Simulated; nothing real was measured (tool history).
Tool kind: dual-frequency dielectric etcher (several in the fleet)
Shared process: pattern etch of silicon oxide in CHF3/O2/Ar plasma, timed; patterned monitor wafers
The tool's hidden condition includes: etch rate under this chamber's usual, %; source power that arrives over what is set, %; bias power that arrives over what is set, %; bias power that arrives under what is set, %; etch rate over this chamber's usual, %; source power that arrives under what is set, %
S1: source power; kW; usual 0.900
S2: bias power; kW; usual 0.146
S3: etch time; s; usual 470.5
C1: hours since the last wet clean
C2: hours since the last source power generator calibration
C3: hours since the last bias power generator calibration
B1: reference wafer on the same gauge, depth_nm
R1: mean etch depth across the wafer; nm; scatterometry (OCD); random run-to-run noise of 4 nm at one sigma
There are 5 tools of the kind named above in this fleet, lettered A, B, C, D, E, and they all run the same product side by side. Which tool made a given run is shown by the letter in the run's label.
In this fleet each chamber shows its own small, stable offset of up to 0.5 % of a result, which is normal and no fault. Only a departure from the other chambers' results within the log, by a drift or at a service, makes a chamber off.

run,hour,S1,S2,S3,C1,C2,C3,B1,R1
1C,2.5,0.900,0.146,470.5,224.9,1955.0,1880.7,950.81,1016.20
2E,6.3,0.900,0.146,470.5,394.1,1387.2,2172.2,949.95,1007.10
3A,8.4,0.900,0.146,470.5,314.1,2295.2,357.2,949.67,1012.30
4D,12.1,0.900,0.146,470.5,264.9,1914.3,139.2,950.20,1019.20
5B,16.2,0.900,0.146,470.5,442.8,2173.2,349.9,951.32,1012.30
6A,19.8,0.900,0.146,470.5,325.5,2306.6,368.6,950.58,1019.10
7E,22.4,0.900,0.146,470.5,410.2,1403.3,2188.3,948.84,1010.80
8D,25.9,0.900,0.146,470.5,278.7,1928.1,153.0,949.97,1019.60
# hour 26.8: chamber E: wet clean of the chamber
9C,29.5,0.900,0.146,470.5,251.9,1982.0,1907.7,950.62,1011.60
10B,31.8,0.900,0.146,470.5,458.4,2188.8,365.5,950.37,1012.90
11A,34.6,0.900,0.146,470.5,340.3,2321.4,383.4,951.00,1013.70
12E,38.2,0.900,0.146,470.5,11.4,1419.1,2204.1,949.66,1010.40
13B,40.8,0.900,0.146,470.5,467.4,2197.8,374.5,949.63,1019.70
14D,43.3,0.900,0.146,470.5,296.1,1945.5,170.4,949.22,1009.80
15C,46.1,0.900,0.146,470.5,268.5,1998.6,1924.3,950.09,1019.30
16A,50.3,0.900,0.146,470.5,356.0,2337.1,399.1,950.06,1015.70
17E,53.5,0.900,0.146,470.5,26.7,1434.4,2219.4,949.34,1017.50
18C,57.0,0.900,0.146,470.5,279.4,2009.5,1935.2,951.28,1011.80
19B,59.3,0.900,0.146,470.5,485.9,2216.3,393.0,949.59,1015.70
# hour 62.9: chamber B: wet clean of the chamber
20D,63.4,0.900,0.146,470.5,316.2,1965.6,190.5,949.60,1014.70
21E,67.2,0.900,0.146,470.5,40.4,1448.1,2233.1,950.79,1013.20
22D,70.3,0.900,0.146,470.5,323.1,1972.5,197.4,950.28,1010.60
23C,73.0,0.900,0.146,470.5,295.4,2025.5,1951.2,950.04,1007.00
24B,76.1,0.900,0.146,470.5,13.2,2233.1,409.8,949.92,960.78
25A,78.7,0.780,0.146,470.5,384.4,2365.5,427.5,950.44,957.86
26A,82.1,0.780,0.146,470.5,387.8,2368.9,430.9,949.11,955.79
27E,85.6,0.780,0.146,470.5,58.8,1466.5,2251.5,950.04,960.89
28C,87.4,0.780,0.146,470.5,309.8,2039.9,1965.6,950.18,955.74
29B,89.7,0.780,0.146,470.5,26.8,2246.7,423.4,949.46,902.46
30D,92.3,0.900,0.146,470.5,345.1,1994.5,219.4,950.04,1014.50
31E,94.9,0.900,0.146,470.5,68.1,1475.8,2260.8,950.07,1014.00
32C,98.2,0.900,0.146,470.5,320.6,2050.7,1976.4,949.60,1017.00
33D,100.5,0.900,0.146,470.5,353.3,2002.7,227.6,949.79,1021.20
34B,104.7,1.100,0.146,565.5,41.8,2261.7,438.4,950.46,1246.40
# hour 107.7: chamber A: wet clean of the chamber
35A,108.5,1.100,0.146,565.5,0.8,2395.3,457.3,949.96,1311.40
36E,111.7,1.100,0.146,565.5,84.9,1492.6,2277.6,950.33,1320.40
37C,115.0,1.100,0.146,565.5,337.4,2067.5,1993.2,950.37,1323.20
38A,117.9,1.100,0.146,565.5,10.2,2404.7,466.7,950.57,1319.10
39D,121.4,0.900,0.130,470.5,374.2,2023.6,248.5,950.72,984.41
40B,123.3,0.900,0.130,470.5,60.4,2280.3,457.0,950.42,929.83
41D,125.3,0.900,0.130,470.5,378.1,2027.5,252.4,949.76,978.39

Decide between three cases: one chamber stands off from its peers, the gauge reading all wafers drifts, or nothing is wrong past each chamber's small offset. Where a chamber is off, say which and what most likely put it there.

After it was serviced, chamber B no longer matches the other chambers.
Most likely cause: etch rate under this chamber's usual, % = 5.22.

Here are 4 candidates for chamber B's next run, each the usual settings with a change, their results left as question marks. Which one brings its results back in line with what the others give on the usual settings?
In line means no further than this from the other chambers' mean on the usual settings: R1 14.00 nm
42B-1,128.3,0.890,0.146,447.5,,,,,?
42B-2,128.3,0.910,0.146,493.5,,,,,?
42B-3,128.3,0.900,0.145,460.5,,,,,?
42B-4,128.3,0.900,0.147,480.5,,,,,?

Mean of the other chambers on the usual settings: R1 1014.70 nm
run,R1
42B-1,911.10
42B-2,1013.50
42B-3,939.68
42B-4,984.65
Change 42B-2 lands the chamber within the allowed miss of the other chambers.
